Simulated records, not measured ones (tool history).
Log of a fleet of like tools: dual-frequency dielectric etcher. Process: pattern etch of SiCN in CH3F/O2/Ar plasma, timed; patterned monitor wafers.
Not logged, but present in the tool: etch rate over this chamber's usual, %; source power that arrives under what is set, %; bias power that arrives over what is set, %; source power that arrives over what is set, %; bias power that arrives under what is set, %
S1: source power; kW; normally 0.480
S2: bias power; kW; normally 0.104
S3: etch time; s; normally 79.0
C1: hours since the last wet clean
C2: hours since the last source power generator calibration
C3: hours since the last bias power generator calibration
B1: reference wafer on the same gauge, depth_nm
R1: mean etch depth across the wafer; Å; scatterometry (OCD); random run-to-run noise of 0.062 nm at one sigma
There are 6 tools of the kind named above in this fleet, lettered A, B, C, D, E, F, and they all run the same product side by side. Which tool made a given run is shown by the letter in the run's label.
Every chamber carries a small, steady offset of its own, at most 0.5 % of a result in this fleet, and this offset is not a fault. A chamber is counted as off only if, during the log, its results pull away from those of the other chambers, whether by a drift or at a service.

| run | hour | S1 | S2 | S3 | C1 | C2 | C3 | B1 | R1 |
|---|---|---|---|---|---|---|---|---|---|
| 1F | 6.7 | 0.480 | 0.104 | 79.0 | 191.0 | 220.8 | 3171.8 | 35.209 | 364.14 |
| 2A | 11.1 | 0.480 | 0.104 | 79.0 | 375.3 | 2627.2 | 2256.5 | 35.215 | 361.78 |
| 3D | 16.9 | 0.480 | 0.104 | 79.0 | 318.1 | 320.0 | 173.2 | 35.223 | 364.33 |
| 4B | 21.2 | 0.480 | 0.104 | 79.0 | 134.5 | 3150.4 | 2478.5 | 35.231 | 363.95 |
| 5E | 29.9 | 0.480 | 0.104 | 79.0 | 96.4 | 2448.9 | 3336.0 | 35.220 | 363.55 |
| 6C | 35.2 | 0.480 | 0.104 | 79.0 | 152.9 | 1503.5 | 744.1 | 35.236 | 364.76 |
| 7D | 42.6 | 0.480 | 0.081 | 89.5 | 343.8 | 345.7 | 198.9 | 35.230 | 377.08 |
| 8F | 48.8 | 0.480 | 0.081 | 89.5 | 233.1 | 262.9 | 3213.9 | 35.228 | 376.98 |
| 9E | 57.3 | 0.480 | 0.081 | 89.5 | 123.8 | 2476.3 | 3363.4 | 35.249 | 376.05 |
| 10B | 65.2 | 0.480 | 0.081 | 89.5 | 178.5 | 3194.4 | 2522.5 | 35.250 | 377.34 |
| 11A | 74.5 | 0.480 | 0.081 | 89.5 | 438.7 | 2690.6 | 2319.9 | 35.264 | 373.27 |
| 12C | 81.7 | 0.480 | 0.081 | 89.5 | 199.4 | 1550.0 | 790.6 | 35.280 | 376.74 |
| 13D | 87.8 | 0.480 | 0.104 | 79.0 | 389.0 | 390.9 | 244.1 | 35.281 | 364.85 |
| 14A | 94.9 | 0.480 | 0.104 | 79.0 | 459.1 | 2711.0 | 2340.3 | 35.288 | 362.89 |
| 15F | 102.9 | 0.480 | 0.104 | 79.0 | 287.2 | 317.0 | 3268.0 | 35.281 | 364.67 |
| 16E | 109.5 | 0.480 | 0.104 | 79.0 | 176.0 | 2528.5 | 3415.6 | 35.309 | 364.15 |
| 17B | 117.1 | 0.480 | 0.104 | 79.0 | 230.4 | 3246.3 | 2574.4 | 35.308 | 364.37 |
|  | 122.9 | chamber A: bias power generator calibrated |
| 18C | 124.0 | 0.480 | 0.104 | 79.0 | 241.7 | 1592.3 | 832.9 | 35.310 | 365.30 |
| 19D | 131.1 | 0.390 | 0.104 | 79.0 | 432.3 | 434.2 | 287.4 | 35.308 | 338.23 |
| 20A | 137.9 | 0.390 | 0.104 | 79.0 | 502.1 | 2754.0 | 15.0 | 35.322 | 336.43 |
|  | 139.1 | chamber D: wet clean of the chamber |
|  | 143.6 | chamber E: bias power generator calibrated |
| 21E | 145.9 | 0.390 | 0.104 | 79.0 | 212.4 | 2564.9 | 2.4 | 35.326 | 337.42 |
| 22B | 150.9 | 0.390 | 0.104 | 79.0 | 264.2 | 3280.1 | 2608.2 | 35.333 | 337.15 |
| 23F | 157.6 | 0.390 | 0.104 | 79.0 | 341.9 | 371.7 | 3322.7 | 35.348 | 338.34 |
| 24C | 166.8 | 0.390 | 0.104 | 79.0 | 284.5 | 1635.1 | 875.7 | 35.347 | 337.98 |
| 25E | 176.1 | 0.480 | 0.104 | 79.0 | 242.6 | 2595.1 | 32.6 | 35.334 | 365.11 |
| 26F | 181.6 | 0.480 | 0.104 | 79.0 | 365.9 | 395.7 | 3346.7 | 35.337 | 364.62 |
| 27D | 186.4 | 0.480 | 0.104 | 79.0 | 47.4 | 489.5 | 342.7 | 35.347 | 363.83 |
| 28A | 195.1 | 0.480 | 0.104 | 79.0 | 559.3 | 2811.2 | 72.2 | 35.371 | 363.86 |
| 29C | 203.2 | 0.480 | 0.104 | 79.0 | 320.9 | 1671.5 | 912.1 | 35.371 | 364.97 |
| 30B | 207.9 | 0.480 | 0.104 | 79.0 | 321.2 | 3337.1 | 2665.2 | 35.381 | 366.12 |
| 31B | 216.2 | 0.480 | 0.104 | 79.0 | 329.5 | 3345.4 | 2673.5 | 35.370 | 365.13 |
| 32D | 221.5 | 0.480 | 0.104 | 79.0 | 82.5 | 524.6 | 377.8 | 35.385 | 365.26 |
| 33C | 227.6 | 0.480 | 0.104 | 79.0 | 345.3 | 1695.9 | 936.5 | 35.404 | 366.11 |
| 34E | 237.2 | 0.480 | 0.104 | 79.0 | 303.7 | 2656.2 | 93.7 | 35.389 | 366.77 |
| 35F | 243.4 | 0.480 | 0.104 | 79.0 | 427.7 | 457.5 | 3408.5 | 35.390 | 366.47 |
|  | 245.0 | chamber A: wet clean of the chamber |
| 36A | 250.9 | 0.480 | 0.104 | 79.0 | 6.0 | 2867.0 | 128.0 | 35.404 | 363.99 |
| 37F | 256.3 | 0.480 | 0.104 | 79.0 | 440.6 | 470.4 | 3421.4 | 35.412 | 365.48 |
| 38E | 260.9 | 0.480 | 0.104 | 79.0 | 327.4 | 2679.9 | 117.4 | 35.409 | 366.46 |
|  | 265.9 | chamber A: source power generator calibrated |
| 39D | 267.1 | 0.480 | 0.112 | 79.0 | 128.1 | 570.2 | 423.4 | 35.428 | 376.58 |
| 40C | 276.1 | 0.480 | 0.112 | 79.0 | 393.8 | 1744.4 | 985.0 | 35.432 | 376.48 |
| 41B | 285.1 | 0.480 | 0.112 | 79.0 | 398.4 | 3414.3 | 2742.4 | 35.433 | 376.66 |
| 42A | 289.8 | 0.480 | 0.112 | 79.0 | 44.9 | 24.0 | 166.9 | 35.431 | 374.90 |

Each of the 6 chambers runs these same settings next. Fill in every chamber's results:
| 43A | 296.7 | 0.480 | 0.104 | 60.5 |  |  |  |  | ? |
| 43B | 296.7 | 0.480 | 0.104 | 60.5 |  |  |  |  | ? |
| 43C | 296.7 | 0.480 | 0.104 | 60.5 |  |  |  |  | ? |
| 43D | 296.7 | 0.480 | 0.104 | 60.5 |  |  |  |  | ? |
| 43E | 296.7 | 0.480 | 0.104 | 60.5 |  |  |  |  | ? |
| 43F | 296.7 | 0.480 | 0.104 | 60.5 |  |  |  |  | ? |

| run | R1 |
|---|---|
| 43A | 278.35 |
| 43B | 279.61 |
| 43C | 280.30 |
| 43D | 280.12 |
| 43E | 280.98 |
| 43F | 280.59 |
